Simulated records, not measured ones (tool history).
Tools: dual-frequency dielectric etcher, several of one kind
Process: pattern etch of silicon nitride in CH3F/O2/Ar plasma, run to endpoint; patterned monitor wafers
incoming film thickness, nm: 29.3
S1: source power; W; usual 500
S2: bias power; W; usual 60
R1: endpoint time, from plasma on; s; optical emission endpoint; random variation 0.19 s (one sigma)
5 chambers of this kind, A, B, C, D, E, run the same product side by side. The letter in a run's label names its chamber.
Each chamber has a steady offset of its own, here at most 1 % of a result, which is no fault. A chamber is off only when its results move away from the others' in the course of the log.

run	hour	S1	S2	R1
1A	11.2	500	60	41.638
2B	17.8	500	60	41.27
3E	28.9	500	60	41.127
4D	34.5	500	60	41.147
5C	39.4	400	74	41.64
# hour 44.3: chamber D: bias power generator calibrated
6B	44.5	400	74	41.832
7E	55	400	74	41.832
8C	63.7	400	74	41.743
9D	72.2	400	74	41.918
10A	80.4	500	60	41.014
11B	87.8	500	60	41.334
12A	98.3	570	46	42.079
13C	109.2	570	46	42.331
14E	119.8	570	46	42.158
15D	129.4	570	46	43.055
16B	138	570	46	42.287
17E	145.2	500	60	40.66
18A	150.5	500	60	41.049
19D	157.9	500	60	41.471
# hour 158.2: chamber C: wet clean of the chamber
20C	167.1	500	60	41.014
21D	172.7	500	60	41.291
# hour 182.1: chamber E: wet clean of the chamber
22E	183.3	500	60	39.334
23C	189	500	60	41.064
24A	194.4	500	60	40.838
25B	203.4	500	54	42.585
26A	208.7	500	54	42.637
27E	218.9	500	54	40.485
28C	228.4	500	54	42.737
29D	238.4	500	54	42.945
30B	248.6	500	60	41.241
# hour 252.8: chamber B: wet clean of the chamber
31E	257.4	500	60	39.159
32B	267.4	440	60	43.541
33C	274.3	440	60	43.204
34D	280.3	440	60	43.617
35A	287.8	440	60	42.991
36B	297	440	60	43.437
37A	303.8	610	73	35.713
38E	310.8	610	73	34.013
39D	318.1	610	73	35.73
40C	329.1	610	73	35.687
41B	338.6	610	73	35.968
42A	343.9	500	60	40.796
43C	353.3	500	60	41.111
44E	362.6	500	60	39.064

Next, every chamber runs the same settings. What will each give?
45A	370.7	500	60	?
45B	370.7	500	60	?
45C	370.7	500	60	?
45D	370.7	500	60	?
45E	370.7	500	60	?

run	R1
45A	41.293
45B	41.164
45C	41.43
45D	41.328
45E	39.327
